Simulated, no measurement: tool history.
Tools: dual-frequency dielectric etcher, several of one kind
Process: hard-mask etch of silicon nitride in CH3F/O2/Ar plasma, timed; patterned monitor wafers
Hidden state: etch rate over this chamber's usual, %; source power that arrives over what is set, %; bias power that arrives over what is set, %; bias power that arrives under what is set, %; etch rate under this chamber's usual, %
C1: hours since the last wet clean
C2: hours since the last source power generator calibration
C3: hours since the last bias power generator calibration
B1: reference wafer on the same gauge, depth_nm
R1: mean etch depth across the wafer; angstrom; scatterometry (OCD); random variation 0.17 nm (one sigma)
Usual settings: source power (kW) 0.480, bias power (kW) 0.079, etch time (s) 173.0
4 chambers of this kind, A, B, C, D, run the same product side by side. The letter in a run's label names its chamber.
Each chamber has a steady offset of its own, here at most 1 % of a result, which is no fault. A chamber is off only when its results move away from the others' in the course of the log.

{"run": "1D", "day": 0.242, "source power (kW)": 0.48, "bias power (kW)": 0.079, "etch time (s)": 173.0, "C1": 492.1, "C2": 206.3, "C3": 1016.0, "B1": 112.01, "R1": 1338.1}
{"run": "2C", "day": 0.458, "source power (kW)": 0.48, "bias power (kW)": 0.079, "etch time (s)": 173.0, "C1": 222.8, "C2": 2203.1, "C3": 2088.3, "B1": 112.01, "R1": 1338.0}
{"run": "3B", "day": 0.746, "source power (kW)": 0.48, "bias power (kW)": 0.079, "etch time (s)": 173.0, "C1": 525.9, "C2": 1784.0, "C3": 620.7, "B1": 112.08, "R1": 1341.7}
{"run": "4A", "day": 0.988, "source power (kW)": 0.48, "bias power (kW)": 0.079, "etch time (s)": 173.0, "C1": 162.8, "C2": 3672.9, "C3": 756.1, "B1": 112.07, "R1": 1334.3}
{"run": "5B", "day": 1.146, "source power (kW)": 0.48, "bias power (kW)": 0.079, "etch time (s)": 173.0, "C1": 535.5, "C2": 1793.6, "C3": 630.3, "B1": 112.03, "R1": 1343.3}
{"run": "6C", "day": 1.317, "source power (kW)": 0.48, "bias power (kW)": 0.079, "etch time (s)": 173.0, "C1": 243.4, "C2": 2223.7, "C3": 2108.9, "B1": 112.08, "R1": 1342.9}
{"run": "7D", "day": 1.483, "source power (kW)": 0.48, "bias power (kW)": 0.079, "etch time (s)": 173.0, "C1": 521.9, "C2": 236.1, "C3": 1045.8, "B1": 112.08, "R1": 1339.1}
{"run": "8A", "day": 1.692, "source power (kW)": 0.48, "bias power (kW)": 0.079, "etch time (s)": 173.0, "C1": 179.7, "C2": 3689.8, "C3": 773.0, "B1": 112.11, "R1": 1333.6}
{"run": "9B", "day": 1.854, "source power (kW)": 0.48, "bias power (kW)": 0.079, "etch time (s)": 173.0, "C1": 552.5, "C2": 1810.6, "C3": 647.3, "B1": 112.14, "R1": 1344.2}
{"run": "10D", "day": 2.008, "source power (kW)": 0.54, "bias power (kW)": 0.079, "etch time (s)": 173.0, "C1": 534.5, "C2": 248.7, "C3": 1058.4, "B1": 112.14, "R1": 1401.7}
{"run": "11A", "day": 2.321, "source power (kW)": 0.54, "bias power (kW)": 0.079, "etch time (s)": 173.0, "C1": 194.8, "C2": 3704.9, "C3": 788.1, "B1": 112.14, "R1": 1395.4}
{"run": "12C", "day": 2.596, "source power (kW)": 0.54, "bias power (kW)": 0.079, "etch time (s)": 173.0, "C1": 274.1, "C2": 2254.4, "C3": 2139.6, "B1": 112.2, "R1": 1403.4}
{"run": "13B", "day": 2.879, "source power (kW)": 0.54, "bias power (kW)": 0.079, "etch time (s)": 173.0, "C1": 577.1, "C2": 1835.2, "C3": 671.9, "B1": 112.15, "R1": 1404.7}
{"run": "14D", "day": 3.038, "source power (kW)": 0.48, "bias power (kW)": 0.079, "etch time (s)": 173.0, "C1": 559.2, "C2": 273.4, "C3": 1083.1, "B1": 112.21, "R1": 1341.2}
{"run": "15C", "day": 3.275, "source power (kW)": 0.48, "bias power (kW)": 0.079, "etch time (s)": 173.0, "C1": 290.4, "C2": 2270.7, "C3": 2155.9, "B1": 112.16, "R1": 1342.7}
{"run": "16A", "day": 3.5, "source power (kW)": 0.48, "bias power (kW)": 0.079, "etch time (s)": 173.0, "C1": 223.1, "C2": 3733.2, "C3": 816.4, "B1": 112.19, "R1": 1338.0}
{"run": "17B", "day": 3.804, "source power (kW)": 0.57, "bias power (kW)": 0.079, "etch time (s)": 173.0, "C1": 599.3, "C2": 1857.4, "C3": 694.1, "B1": 112.24, "R1": 1434.9}
{"day": 3.892, "done": "chamber B: wet clean of the chamber"}
{"run": "18D", "day": 4.054, "source power (kW)": 0.57, "bias power (kW)": 0.079, "etch time (s)": 173.0, "C1": 583.6, "C2": 297.8, "C3": 1107.5, "B1": 112.23, "R1": 1433.8}
{"run": "19C", "day": 4.196, "source power (kW)": 0.57, "bias power (kW)": 0.079, "etch time (s)": 173.0, "C1": 312.5, "C2": 2292.8, "C3": 2178.0, "B1": 112.26, "R1": 1433.4}
{"run": "20A", "day": 4.383, "source power (kW)": 0.57, "bias power (kW)": 0.079, "etch time (s)": 173.0, "C1": 244.3, "C2": 3754.4, "C3": 837.6, "B1": 112.24, "R1": 1426.5}
{"run": "21A", "day": 4.662, "source power (kW)": 0.48, "bias power (kW)": 0.079, "etch time (s)": 173.0, "C1": 251.0, "C2": 3761.1, "C3": 844.3, "B1": 112.3, "R1": 1335.3}
{"run": "22B", "day": 4.958, "source power (kW)": 0.48, "bias power (kW)": 0.079, "etch time (s)": 173.0, "C1": 25.7, "C2": 1885.1, "C3": 721.8, "B1": 112.31, "R1": 1345.0}
{"run": "23C", "day": 5.217, "source power (kW)": 0.48, "bias power (kW)": 0.079, "etch time (s)": 173.0, "C1": 337.0, "C2": 2317.3, "C3": 2202.5, "B1": 112.29, "R1": 1345.1}
{"run": "24D", "day": 5.475, "source power (kW)": 0.48, "bias power (kW)": 0.079, "etch time (s)": 173.0, "C1": 617.7, "C2": 331.9, "C3": 1141.6, "B1": 112.32, "R1": 1338.8}
{"run": "25A", "day": 5.625, "source power (kW)": 0.48, "bias power (kW)": 0.079, "etch time (s)": 173.0, "C1": 274.1, "C2": 3784.2, "C3": 867.4, "B1": 112.31, "R1": 1338.0}
{"run": "26D", "day": 5.938, "source power (kW)": 0.48, "bias power (kW)": 0.079, "etch time (s)": 173.0, "C1": 628.8, "C2": 343.0, "C3": 1152.7, "B1": 112.34, "R1": 1341.5}
{"run": "27C", "day": 6.075, "source power (kW)": 0.48, "bias power (kW)": 0.079, "etch time (s)": 173.0, "C1": 357.6, "C2": 2337.9, "C3": 2223.1, "B1": 112.36, "R1": 1343.8}
{"run": "28B", "day": 6.296, "source power (kW)": 0.48, "bias power (kW)": 0.079, "etch time (s)": 173.0, "C1": 57.8, "C2": 1917.2, "C3": 753.9, "B1": 112.38, "R1": 1344.9}
{"run": "29C", "day": 6.6, "source power (kW)": 0.48, "bias power (kW)": 0.079, "etch time (s)": 173.0, "C1": 370.2, "C2": 2350.5, "C3": 2235.7, "B1": 112.42, "R1": 1348.0}
{"run": "30B", "day": 6.792, "source power (kW)": 0.48, "bias power (kW)": 0.079, "etch time (s)": 173.0, "C1": 69.7, "C2": 1929.1, "C3": 765.8, "B1": 112.38, "R1": 1345.2}
{"day": 6.808, "done": "chamber D: wet clean of the chamber"}
{"run": "31D", "day": 6.983, "source power (kW)": 0.48, "bias power (kW)": 0.079, "etch time (s)": 173.0, "C1": 4.3, "C2": 368.1, "C3": 1177.8, "B1": 112.39, "R1": 1341.4}
{"run": "32A", "day": 7.296, "source power (kW)": 0.48, "bias power (kW)": 0.079, "etch time (s)": 173.0, "C1": 314.2, "C2": 3824.3, "C3": 907.5, "B1": 112.44, "R1": 1338.1}
{"run": "33C", "day": 7.446, "source power (kW)": 0.48, "bias power (kW)": 0.079, "etch time (s)": 173.0, "C1": 390.5, "C2": 2370.8, "C3": 2256.0, "B1": 112.48, "R1": 1345.9}
{"run": "34A", "day": 7.625, "source power (kW)": 0.48, "bias power (kW)": 0.079, "etch time (s)": 173.0, "C1": 322.1, "C2": 3832.2, "C3": 915.4, "B1": 112.47, "R1": 1340.1}
{"run": "35D", "day": 7.771, "source power (kW)": 0.48, "bias power (kW)": 0.079, "etch time (s)": 173.0, "C1": 23.2, "C2": 387.0, "C3": 1196.7, "B1": 112.45, "R1": 1344.6}
{"run": "36B", "day": 7.996, "source power (kW)": 0.52, "bias power (kW)": 0.096, "etch time (s)": 173.0, "C1": 98.6, "C2": 1958.0, "C3": 794.7, "B1": 112.47, "R1": 1485.8}
{"run": "37D", "day": 8.267, "source power (kW)": 0.52, "bias power (kW)": 0.096, "etch time (s)": 173.0, "C1": 35.1, "C2": 398.9, "C3": 1208.6, "B1": 112.51, "R1": 1487.6}
{"run": "38B", "day": 8.542, "source power (kW)": 0.52, "bias power (kW)": 0.096, "etch time (s)": 173.0, "C1": 111.7, "C2": 1971.1, "C3": 807.8, "B1": 112.51, "R1": 1488.6}
{"day": 8.621, "done": "chamber C: wet clean of the chamber"}
{"run": "39A", "day": 8.733, "source power (kW)": 0.52, "bias power (kW)": 0.096, "etch time (s)": 173.0, "C1": 348.7, "C2": 3858.8, "C3": 942.0, "B1": 112.56, "R1": 1478.7}
{"run": "40C", "day": 8.942, "source power (kW)": 0.48, "bias power (kW)": 0.079, "etch time (s)": 173.0, "C1": 7.8, "C2": 2406.7, "C3": 2291.9, "B1": 112.56, "R1": 1344.0}
{"run": "41C", "day": 9.246, "source power (kW)": 0.48, "bias power (kW)": 0.079, "etch time (s)": 173.0, "C1": 15.1, "C2": 2414.0, "C3": 2299.2, "B1": 112.55, "R1": 1347.4}
{"run": "42B", "day": 9.412, "source power (kW)": 0.48, "bias power (kW)": 0.079, "etch time (s)": 173.0, "C1": 132.6, "C2": 1992.0, "C3": 828.7, "B1": 112.56, "R1": 1347.0}

Is one chamber off against the others, does the gauge drift, or is nothing wrong? If a chamber is off, say which, and what the likeliest cause is.

The gauge drifts, so all chambers seem to drift together. No chamber is off.
Cause: gauge reads high (%) = 0.52.
